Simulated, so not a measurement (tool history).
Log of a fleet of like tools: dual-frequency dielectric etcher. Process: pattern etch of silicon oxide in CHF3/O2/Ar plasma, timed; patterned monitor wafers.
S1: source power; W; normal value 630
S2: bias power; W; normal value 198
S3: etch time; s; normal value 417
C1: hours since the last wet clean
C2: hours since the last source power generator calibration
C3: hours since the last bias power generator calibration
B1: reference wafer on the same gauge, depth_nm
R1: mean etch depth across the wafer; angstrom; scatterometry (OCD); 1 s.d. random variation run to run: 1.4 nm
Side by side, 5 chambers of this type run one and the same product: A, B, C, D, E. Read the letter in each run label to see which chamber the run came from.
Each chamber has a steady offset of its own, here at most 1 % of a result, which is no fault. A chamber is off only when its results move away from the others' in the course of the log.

run   hour   S1   S2   S3     C1      C2      C3      B1      R1
 1D    9.8  630  198  417  233.6   151.7   413.7  707.03  8674.1
 2E   19.3  630  198  417  346.3  2966.8   298.2  706.72  8731.2
 3B   30.1  630  198  417  223.6  2357.4   614.8  706.77  8681.3
 4A   38.6  630  198  417  276.1  2207.0   939.5  706.34  8726.2
 5C   49.9  630  198  417  198.4  4549.5  1107.1  706.07  8673.0
 6B   62.2  630  198  417  255.7  2389.5   646.9  706.13  8698.3
 7A   71.9  760  219  417  309.4  2240.3   972.8  706.05  9716.3
 8D   81.7  760  219  417  305.5   223.6   485.6  705.75  9624.8
 9C   94.9  760  219  417  243.4  4594.5  1152.1  705.79  9630.2
10E  103.1  760  219  417  430.1  3050.6   382.0  705.87  9656.1
11C  112.0  760  219  417  260.5  4611.6  1169.2  705.66  9651.7
12D  120.5  630  198  417  344.3   262.4   524.4  705.42  8679.5
     122.3  -- chamber A: wet clean of the chamber
13B  128.8  630  198  417  322.3  2456.1   713.5  705.25  8663.5
14E  134.9  630  198  417  461.9  3082.4   413.8  705.01  8731.8
15A  141.0  630  198  417   18.7  2309.4  1041.9  705.34  8731.5
     141.5  -- chamber C: source power generator calibrated
16C  149.3  630  198  417  297.8     7.9  1206.5  705.03  8688.2
17D  162.8  630  198  456  386.6   304.7   566.7  704.66  9448.0
18A  172.7  630  198  456   50.4  2341.1  1073.6  704.39  9550.1
19E  185.3  630  198  456  512.3  3132.8   464.2  704.42  9504.1
20B  194.8  630  198  456  388.3  2522.1   779.5  704.30  9461.7
     200.0  -- chamber D: wet clean of the chamber
21E  203.8  630  198  456  530.8  3151.3   482.7  704.17  9494.5
22D  214.4  630  198  417   14.5   356.3   618.3  704.01  8658.0
23A  221.1  630  198  417   98.8  2389.5  1122.0  703.67  8726.3
24B  232.7  630  198  417  426.2  2560.0   817.4  703.77  8627.8
25C  245.0  630  198  417  393.5   103.6  1302.2  703.30  8643.4
26D  253.9  630  198  417   54.0   395.8   657.8  703.48  8645.2
27A  262.7  630  198  417  140.4  2431.1  1163.6  703.21  8725.1
28C  272.8  630  198  417  421.3   131.4  1330.0  703.13  8640.7
29B  279.2  630  198  417  472.7  2606.5   863.9  703.17  8643.5
30E  291.5  630  198  417  618.5  3239.0   570.4  703.07  8698.6
31A  302.4  630  198  417  180.1  2470.8  1203.3  702.92  8663.2
32D  312.7  630  198  417  112.8   454.6   716.6  702.83  8624.4
33B  323.3  630  170  417  516.8  2650.6   908.0  702.52  8228.1
34C  335.2  630  170  417  483.7   193.8  1392.4  702.40  8226.6

Does one chamber stand apart from the rest, does the shared gauge drift, or is all well apart from small per-chamber offsets? Give the chamber and the most likely cause, where there is one.

None of the chambers is off. What moves is the gauge, dragging all their readings along together.
Cause: gauge reads low (%) = 0.677.

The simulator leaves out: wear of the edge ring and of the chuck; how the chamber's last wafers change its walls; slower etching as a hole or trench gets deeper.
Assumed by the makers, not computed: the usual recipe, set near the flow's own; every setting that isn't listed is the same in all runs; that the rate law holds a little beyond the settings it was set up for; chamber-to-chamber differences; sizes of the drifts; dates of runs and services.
